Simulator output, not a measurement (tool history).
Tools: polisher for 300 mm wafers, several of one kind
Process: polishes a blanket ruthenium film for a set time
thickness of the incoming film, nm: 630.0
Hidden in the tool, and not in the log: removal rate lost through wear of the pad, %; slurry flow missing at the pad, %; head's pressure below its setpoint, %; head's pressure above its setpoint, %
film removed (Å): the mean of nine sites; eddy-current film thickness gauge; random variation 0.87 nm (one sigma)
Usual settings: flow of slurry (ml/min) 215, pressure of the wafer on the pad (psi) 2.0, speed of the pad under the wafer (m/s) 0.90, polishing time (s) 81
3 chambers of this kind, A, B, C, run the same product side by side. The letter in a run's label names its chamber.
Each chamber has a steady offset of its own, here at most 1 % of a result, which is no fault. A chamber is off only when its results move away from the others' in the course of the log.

| run | hour | flow of slurry (ml/min) | pressure of the wafer on the pad (psi) | speed of the pad under the wafer (m/s) | polishing time (s) | wafers polished on this pad | hours since the slurry nozzle was cleaned | hours since the head pressure was calibrated | film removed (Å) |
|---|---|---|---|---|---|---|---|---|---|
| 1B | 10.2 | 215 | 2.0 | 0.90 | 81 | 613 | 159.9 | 183.7 | 986.82 |
|  | 11.0 | chamber C: head pressure recalibrated |
| 2C | 18.1 | 215 | 2.0 | 0.90 | 81 | 1263 | 86.9 | 7.1 | 965.52 |
|  | 29.0 | chamber B: slurry nozzle cleaned |
| 3A | 29.0 | 215 | 2.0 | 0.90 | 81 | 946 | 419.0 | 361.3 | 978.54 |
| 4B | 35.8 | 215 | 2.0 | 0.90 | 81 | 868 | 6.8 | 209.3 | 978.50 |
| 5C | 42.1 | 215 | 1.7 | 0.90 | 81 | 1502 | 110.9 | 31.1 | 815.98 |
|  | 44.1 | chamber B: worn pad replaced by a new one |
|  | 45.4 | chamber C: worn pad replaced by a new one |
| 6A | 48.8 | 215 | 1.7 | 0.90 | 81 | 1144 | 438.8 | 381.1 | 835.28 |
|  | 51.9 | chamber A: worn pad replaced by a new one |
| 7C | 56.6 | 215 | 1.7 | 0.90 | 81 | 112 | 125.4 | 45.6 | 835.84 |
| 8B | 69.7 | 215 | 1.8 | 0.90 | 81 | 255 | 40.7 | 243.2 | 877.61 |
| 9A | 81.4 | 215 | 1.8 | 0.90 | 81 | 295 | 471.4 | 413.7 | 894.80 |
| 10B | 93.5 | 215 | 1.8 | 0.90 | 81 | 493 | 64.5 | 267.0 | 888.95 |
| 11A | 104.7 | 190 | 2.0 | 0.90 | 81 | 527 | 494.7 | 437.0 | 983.98 |
|  | 109.9 | chamber A: slurry nozzle cleaned |
| 12C | 115.1 | 190 | 2.0 | 0.90 | 81 | 696 | 183.9 | 104.1 | 972.07 |
| 13B | 125.8 | 190 | 2.0 | 0.90 | 81 | 816 | 96.8 | 299.3 | 965.11 |
| 14C | 137.3 | 215 | 2.0 | 0.90 | 81 | 918 | 206.1 | 126.3 | 968.54 |
|  | 144.5 | chamber A: head pressure recalibrated |
| 15A | 150.6 | 215 | 2.0 | 0.90 | 81 | 986 | 40.8 | 6.1 | 910.07 |
| 16A | 159.9 | 215 | 2.0 | 0.90 | 81 | 1078 | 50.1 | 15.4 | 927.11 |
|  | 165.9 | chamber B: worn pad replaced by a new one |
|  | 166.6 | chamber A: worn pad replaced by a new one |
| 17C | 172.4 | 215 | 2.0 | 0.90 | 81 | 1268 | 241.2 | 161.4 | 974.32 |
| 18B | 185.9 | 215 | 2.0 | 0.90 | 81 | 199 | 156.9 | 359.4 | 972.83 |
|  | 189.3 | chamber C: worn pad replaced by a new one |
| 19C | 198.4 | 285 | 2.4 | 0.90 | 81 | 91 | 267.2 | 187.4 | 1198.20 |
| 20A | 206.7 | 285 | 2.4 | 0.90 | 81 | 400 | 96.9 | 62.2 | 1144.40 |
| 21B | 216.7 | 285 | 2.4 | 0.90 | 81 | 507 | 187.7 | 390.2 | 1184.80 |
|  | 225.2 | chamber B: slurry nozzle cleaned |
| 22C | 231.2 | 215 | 2.0 | 0.90 | 81 | 418 | 300.0 | 220.2 | 956.34 |
| 23A | 243.1 | 215 | 2.0 | 0.90 | 81 | 763 | 133.3 | 98.6 | 914.56 |
| 24B | 254.4 | 215 | 2.0 | 0.90 | 81 | 883 | 29.3 | 427.9 | 983.10 |
| 25C | 261.0 | 215 | 2.0 | 0.78 | 81 | 716 | 329.8 | 250.0 | 843.55 |
|  | 272.8 | chamber B: worn pad replaced by a new one |
| 26A | 273.8 | 215 | 2.0 | 0.78 | 81 | 1070 | 164.0 | 129.3 | 799.07 |
|  | 276.7 | chamber A: worn pad replaced by a new one |
| 27B | 281.5 | 215 | 2.0 | 0.78 | 81 | 87 | 56.4 | 455.0 | 850.02 |
| 28C | 293.6 | 215 | 2.0 | 0.90 | 81 | 1041 | 362.4 | 282.6 | 963.10 |
| 29A | 305.9 | 215 | 2.0 | 0.90 | 81 | 292 | 196.1 | 161.4 | 926.46 |
| 30B | 314.6 | 215 | 2.0 | 0.90 | 81 | 418 | 89.5 | 488.1 | 981.19 |
| 31B | 326.6 | 215 | 2.0 | 0.90 | 81 | 538 | 101.5 | 500.1 | 986.12 |
|  | 327.4 | chamber C: worn pad replaced by a new one |
| 32C | 337.0 | 215 | 2.0 | 0.90 | 81 | 96 | 405.8 | 326.0 | 960.51 |
| 33A | 349.5 | 215 | 2.0 | 0.90 | 81 | 727 | 239.7 | 205.0 | 918.97 |
| 34C | 357.6 | 215 | 2.0 | 0.90 | 81 | 301 | 426.4 | 346.6 | 981.57 |
| 35B | 366.9 | 215 | 2.0 | 0.90 | 81 | 940 | 141.8 | 540.4 | 992.66 |
|  | 371.5 | chamber B: worn pad replaced by a new one |
| 36A | 375.7 | 165 | 2.5 | 0.90 | 81 | 989 | 265.9 | 231.2 | 1098.90 |
| 37B | 384.7 | 165 | 2.5 | 0.90 | 81 | 132 | 159.6 | 558.2 | 1177.20 |

Next, every chamber runs the same settings. What will each give?
| 38A | 395.1 | 215 | 2.0 | 0.90 | 58 |  |  |  | ? |
| 38B | 395.1 | 215 | 2.0 | 0.90 | 58 |  |  |  | ? |
| 38C | 395.1 | 215 | 2.0 | 0.90 | 58 |  |  |  | ? |

| run | film removed (Å) |
|---|---|
| 38A | 654.55 |
| 38B | 708.91 |
| 38C | 699.79 |
